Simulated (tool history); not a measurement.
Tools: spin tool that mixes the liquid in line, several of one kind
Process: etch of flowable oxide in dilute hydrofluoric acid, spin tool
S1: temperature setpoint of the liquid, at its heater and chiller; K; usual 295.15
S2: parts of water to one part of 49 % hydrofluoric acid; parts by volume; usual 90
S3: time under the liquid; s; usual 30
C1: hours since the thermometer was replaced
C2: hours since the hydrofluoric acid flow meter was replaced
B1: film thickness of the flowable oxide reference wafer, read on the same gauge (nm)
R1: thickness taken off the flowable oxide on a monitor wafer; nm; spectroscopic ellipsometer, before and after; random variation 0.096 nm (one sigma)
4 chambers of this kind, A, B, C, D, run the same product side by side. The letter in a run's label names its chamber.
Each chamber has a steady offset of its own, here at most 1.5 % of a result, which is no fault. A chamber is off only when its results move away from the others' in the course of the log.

{"run": "1A", "day": 0.2, "S1": 295.15, "S2": 90, "S3": 30, "C1": 819, "C2": 1401.1, "B1": 140, "R1": 10.507}
{"run": "2C", "day": 0.408, "S1": 295.15, "S2": 90, "S3": 30, "C1": 503.1, "C2": 1980.8, "B1": 140.02, "R1": 10.529}
{"run": "3B", "day": 0.592, "S1": 295.15, "S2": 90, "S3": 30, "C1": 2023.1, "C2": 1870.4, "B1": 140, "R1": 10.641}
{"run": "4D", "day": 0.792, "S1": 295.15, "S2": 90, "S3": 30, "C1": 1754.2, "C2": 692.4, "B1": 139.99, "R1": 10.691}
{"run": "5A", "day": 0.946, "S1": 295.15, "S2": 90, "S3": 30, "C1": 836.9, "C2": 1419, "B1": 140.01, "R1": 10.472}
{"run": "6C", "day": 1.075, "S1": 295.15, "S2": 90, "S3": 30, "C1": 519.1, "C2": 1996.8, "B1": 139.97, "R1": 10.527}
{"run": "7B", "day": 1.196, "S1": 295.15, "S2": 90, "S3": 30, "C1": 2037.6, "C2": 1884.9, "B1": 139.99, "R1": 10.568}
{"run": "8D", "day": 1.317, "S1": 295.15, "S2": 90, "S3": 30, "C1": 1766.8, "C2": 705, "B1": 140.02, "R1": 10.615}
{"run": "9B", "day": 1.521, "S1": 295.15, "S2": 90, "S3": 30, "C1": 2045.4, "C2": 1892.7, "B1": 139.98, "R1": 10.578}
{"run": "10D", "day": 1.654, "S1": 293.15, "S2": 90, "S3": 45, "C1": 1774.9, "C2": 713.1, "B1": 140.03, "R1": 14.563}
{"run": "11A", "day": 1.825, "S1": 293.15, "S2": 90, "S3": 45, "C1": 858, "C2": 1440.1, "B1": 139.98, "R1": 14.74}
{"run": "12C", "day": 1.938, "S1": 293.15, "S2": 90, "S3": 45, "C1": 539.8, "C2": 2017.5, "B1": 139.99, "R1": 14.53}
{"run": "13D", "day": 2.083, "S1": 293.15, "S2": 90, "S3": 45, "C1": 1785.2, "C2": 723.4, "B1": 139.98, "R1": 14.542}
{"run": "14C", "day": 2.292, "S1": 295.15, "S2": 90, "S3": 30, "C1": 548.3, "C2": 2026, "B1": 139.97, "R1": 10.622}
{"run": "15B", "day": 2.471, "S1": 295.15, "S2": 90, "S3": 30, "C1": 2068.2, "C2": 1915.5, "B1": 139.99, "R1": 10.411}
{"run": "16A", "day": 2.575, "S1": 295.15, "S2": 120, "S3": 30, "C1": 876, "C2": 1458.1, "B1": 140, "R1": 7.6068}
{"run": "17C", "day": 2.671, "S1": 295.15, "S2": 120, "S3": 30, "C1": 557.4, "C2": 2035.1, "B1": 140.01, "R1": 7.6324}
{"run": "18B", "day": 2.829, "S1": 295.15, "S2": 120, "S3": 30, "C1": 2076.8, "C2": 1924.1, "B1": 139.99, "R1": 7.6443}
{"run": "19A", "day": 2.954, "S1": 295.15, "S2": 120, "S3": 30, "C1": 885.1, "C2": 1467.2, "B1": 140.03, "R1": 7.6364}
{"run": "20D", "day": 3.108, "S1": 292.65, "S2": 70, "S3": 30, "C1": 1809.8, "C2": 748, "B1": 140.03, "R1": 12.507}
{"run": "21C", "day": 3.308, "S1": 292.65, "S2": 70, "S3": 30, "C1": 572.7, "C2": 2050.4, "B1": 139.99, "R1": 12.783}
{"run": "22D", "day": 3.479, "S1": 292.65, "S2": 70, "S3": 30, "C1": 1818.7, "C2": 756.9, "B1": 139.98, "R1": 12.445}
{"run": "23B", "day": 3.583, "S1": 292.65, "S2": 70, "S3": 30, "C1": 2094.9, "C2": 1942.2, "B1": 139.99, "R1": 12.657}
{"run": "24A", "day": 3.783, "S1": 295.15, "S2": 90, "S3": 45, "C1": 905, "C2": 1487.1, "B1": 140, "R1": 15.734}
{"run": "25A", "day": 3.888, "S1": 295.15, "S2": 90, "S3": 45, "C1": 907.5, "C2": 1489.6, "B1": 139.99, "R1": 15.938}
{"run": "26D", "day": 4.062, "S1": 295.15, "S2": 90, "S3": 45, "C1": 1832.7, "C2": 770.9, "B1": 139.97, "R1": 15.95}
{"run": "27B", "day": 4.267, "S1": 295.15, "S2": 90, "S3": 45, "C1": 2111.3, "C2": 1958.6, "B1": 140.01, "R1": 16.053}
{"run": "28C", "day": 4.438, "S1": 295.15, "S2": 90, "S3": 30, "C1": 599.8, "C2": 2077.5, "B1": 140.02, "R1": 10.921}
{"run": "29A", "day": 4.625, "S1": 295.15, "S2": 90, "S3": 30, "C1": 925.2, "C2": 1507.3, "B1": 140.01, "R1": 10.417}
{"run": "30B", "day": 4.783, "S1": 295.15, "S2": 90, "S3": 30, "C1": 2123.7, "C2": 1971, "B1": 140, "R1": 10.621}
{"run": "31C", "day": 4.979, "S1": 295.15, "S2": 90, "S3": 30, "C1": 612.8, "C2": 2090.5, "B1": 139.99, "R1": 11.051}
{"run": "32D", "day": 5.162, "S1": 295.15, "S2": 90, "S3": 30, "C1": 1859.1, "C2": 797.3, "B1": 139.97, "R1": 10.752}
{"run": "33A", "day": 5.325, "S1": 295.15, "S2": 90, "S3": 30, "C1": 942, "C2": 1524.1, "B1": 140.01, "R1": 10.403}
{"run": "34B", "day": 5.479, "S1": 295.15, "S2": 90, "S3": 30, "C1": 2140.4, "C2": 1987.7, "B1": 139.98, "R1": 10.619}
{"run": "35C", "day": 5.608, "S1": 295.15, "S2": 90, "S3": 30, "C1": 627.9, "C2": 2105.6, "B1": 140, "R1": 11.056}
{"run": "36D", "day": 5.792, "S1": 295.15, "S2": 90, "S3": 30, "C1": 1874.2, "C2": 812.4, "B1": 140, "R1": 10.763}
{"run": "37A", "day": 5.912, "S1": 295.15, "S2": 90, "S3": 30, "C1": 956.1, "C2": 1538.2, "B1": 139.99, "R1": 10.568}

All 4 chambers run these settings next. Forecast each chamber's results:
{"run": "38A", "day": 6.075, "S1": 295.15, "S2": 90, "S3": 15, "R1": "?"}
{"run": "38B", "day": 6.075, "S1": 295.15, "S2": 90, "S3": 15, "R1": "?"}
{"run": "38C", "day": 6.075, "S1": 295.15, "S2": 90, "S3": 15, "R1": "?"}
{"run": "38D", "day": 6.075, "S1": 295.15, "S2": 90, "S3": 15, "R1": "?"}

run=38A R1=5.3068
run=38B R1=5.3174
run=38C R1=5.5888
run=38D R1=5.2709

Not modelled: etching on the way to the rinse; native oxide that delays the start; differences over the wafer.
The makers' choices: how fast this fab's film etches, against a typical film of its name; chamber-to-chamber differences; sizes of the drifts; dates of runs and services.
